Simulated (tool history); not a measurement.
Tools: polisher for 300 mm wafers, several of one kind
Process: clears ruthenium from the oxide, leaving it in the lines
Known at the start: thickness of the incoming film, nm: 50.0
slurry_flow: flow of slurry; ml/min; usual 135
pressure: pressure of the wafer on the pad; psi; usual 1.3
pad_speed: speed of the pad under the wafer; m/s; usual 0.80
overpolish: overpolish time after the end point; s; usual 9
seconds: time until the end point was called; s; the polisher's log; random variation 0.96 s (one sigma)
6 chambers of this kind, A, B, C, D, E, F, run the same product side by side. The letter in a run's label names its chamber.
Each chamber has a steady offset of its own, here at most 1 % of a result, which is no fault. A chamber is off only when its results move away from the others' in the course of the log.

run   hour  slurry_flow  pressure  pad_speed  overpolish  wafers polished on this pad  hours since the slurry nozzle was cleaned  hours since the head pressure was calibrated  seconds
 1B    7.4          135       1.3       0.80           9                          545                                       87.3                                         433.6  102.090
 2A   12.8          135       1.3       0.80           9                          558                                      228.7                                          87.6  102.260
 3F   19.4          135       1.3       0.80           9                          930                                       57.4                                         149.4  102.010
      25.3  -- chamber D: worn pad replaced by a new one
 4E   26.2          135       1.3       0.80           9                          209                                       40.1                                         627.2  103.200
 5D   29.9          135       1.3       0.80           9                           29                                      159.3                                         946.5  101.540
      31.9  -- chamber B: worn pad replaced by a new one
      32.9  -- chamber C: worn pad replaced by a new one
 6C   34.5          135       1.3       0.80           9                           10                                      227.0                                         418.8  100.200
 7F   41.1           95       1.3       0.80           9                         1067                                       79.1                                         171.1  110.390
 8E   47.6           95       1.3       0.80           9                          343                                       61.5                                         648.6  109.710
 9C   52.3           95       1.3       0.80           9                          122                                      244.8                                         436.6  108.320
10B   57.2           95       1.3       0.80           9                          159                                      137.1                                         483.4  106.890
11A   61.3           95       1.3       0.80           9                          862                                      277.2                                         136.1  110.250
12D   67.1           95       1.3       0.80           9                          262                                      196.5                                         983.7  110.780
      69.6  -- chamber F: worn pad replaced by a new one
13B   73.8          135       1.3       0.80           9                          263                                      153.7                                         500.0  102.610
14F   78.0          135       1.3       0.80           9                           53                                      116.0                                         208.0  101.810
15D   82.9          135       1.3       0.80           9                          361                                      212.3                                         999.5  102.190
      86.1  -- chamber E: worn pad replaced by a new one
16A   89.1          135       1.3       0.80           9                         1036                                      305.0                                         163.9  104.050
17C   94.2          135       1.1       0.80           6                          385                                      286.7                                         478.5  121.220
18E  100.8          135       1.1       0.80           6                           92                                      114.7                                         701.8  120.270
19E  107.0          135       1.1       0.80           6                          131                                      120.9                                         708.0  119.660
20F  112.1          135       1.1       0.80           6                          267                                      150.1                                         242.1  120.780
     116.1  -- chamber A: worn pad replaced by a new one
21A  119.0          135       1.1       0.80           6                           18                                      334.9                                         193.8  123.500
22D  125.4          135       1.1       0.80           6                          628                                      254.8                                        1042.0  118.360
23C  131.0          135       1.3       0.80           9                          615                                      323.5                                         515.3  102.530
24B  135.9          135       1.3       0.80           9                          652                                      215.8                                         562.1  102.010
25E  139.5          135       1.3       0.80           9                          335                                      153.4                                         740.5  104.580
     144.7  -- chamber B: worn pad replaced by a new one
26C  145.9          135       1.3       0.80           9                          709                                      338.4                                         530.2  102.250
27A  149.3          135       1.3       0.80           9                          208                                      365.2                                         224.1  106.670
     150.8  -- chamber D: slurry nozzle cleaned
28F  155.4          115       1.1       0.80           9                          538                                      193.4                                         285.4  123.970
     157.4  -- chamber F: slurry nozzle cleaned
29D  159.1          115       1.1       0.80           9                          839                                        8.3                                        1075.7  124.760
     160.6  -- chamber C: worn pad replaced by a new one
30B  162.4          115       1.1       0.80           9                          111                                      242.3                                         588.6  123.280
31A  166.2          115       1.1       0.80           9                          314                                      382.1                                         241.0  133.480
     167.6  -- chamber D: worn pad replaced by a new one
32C  171.2          115       1.1       0.80           9                           67                                      363.7                                         555.5  124.260
     175.1  -- chamber E: slurry nozzle cleaned
33F  175.7          115       1.1       0.80           9                          665                                       18.3                                         305.7  124.250
34D  179.3          135       1.3       0.80           9                           73                                       28.5                                        1095.9  102.770
     181.2  -- chamber E: worn pad replaced by a new one
35E  186.8          135       1.3       0.80           9                           35                                       11.7                                         787.8  102.560
36B  191.7          120       1.3       0.96           9                          295                                      271.6                                         617.9   87.038
37E  196.8          120       1.3       0.96           9                           98                                       21.7                                         797.8   88.164
38B  203.7          120       1.3       0.96           9                          370                                      283.6                                         629.9   85.736
39C  208.1          120       1.3       0.96           9                          298                                      400.6                                         592.4   86.188

What goes on in this fleet: one chamber off, a drifting gauge, or nothing beyond the chambers' own small offsets? Name the chamber and the cause, if any.

Chamber A drifts away from the others.
Cause: slurry flow missing at the pad, % = 34.2.
The log may not tell that from: head's pressure below its setpoint, %.

Here are 4 candidates for chamber A's next run, each the usual settings with a change, their results left as question marks. Which one brings its results back in line with what the others give on the usual settings?
In line means no further than this from the other chambers' mean on the usual settings: seconds 3.400 s
40A-1  213.4          135       1.3       0.64           9                                                                                                                              ?
40A-2  213.4          135       1.3       1.00           9                                                                                                                              ?
40A-3  213.4          135       1.2       0.78           9                                                                                                                              ?
40A-4  213.4          135       1.3       0.88           9                                                                                                                              ?

The other chambers' mean on the usual settings: seconds 101.890 s
  run  seconds
40A-1  140.030
40A-2   89.935
40A-3  124.530
40A-4  102.110
40A-4 brings the chamber back in line.

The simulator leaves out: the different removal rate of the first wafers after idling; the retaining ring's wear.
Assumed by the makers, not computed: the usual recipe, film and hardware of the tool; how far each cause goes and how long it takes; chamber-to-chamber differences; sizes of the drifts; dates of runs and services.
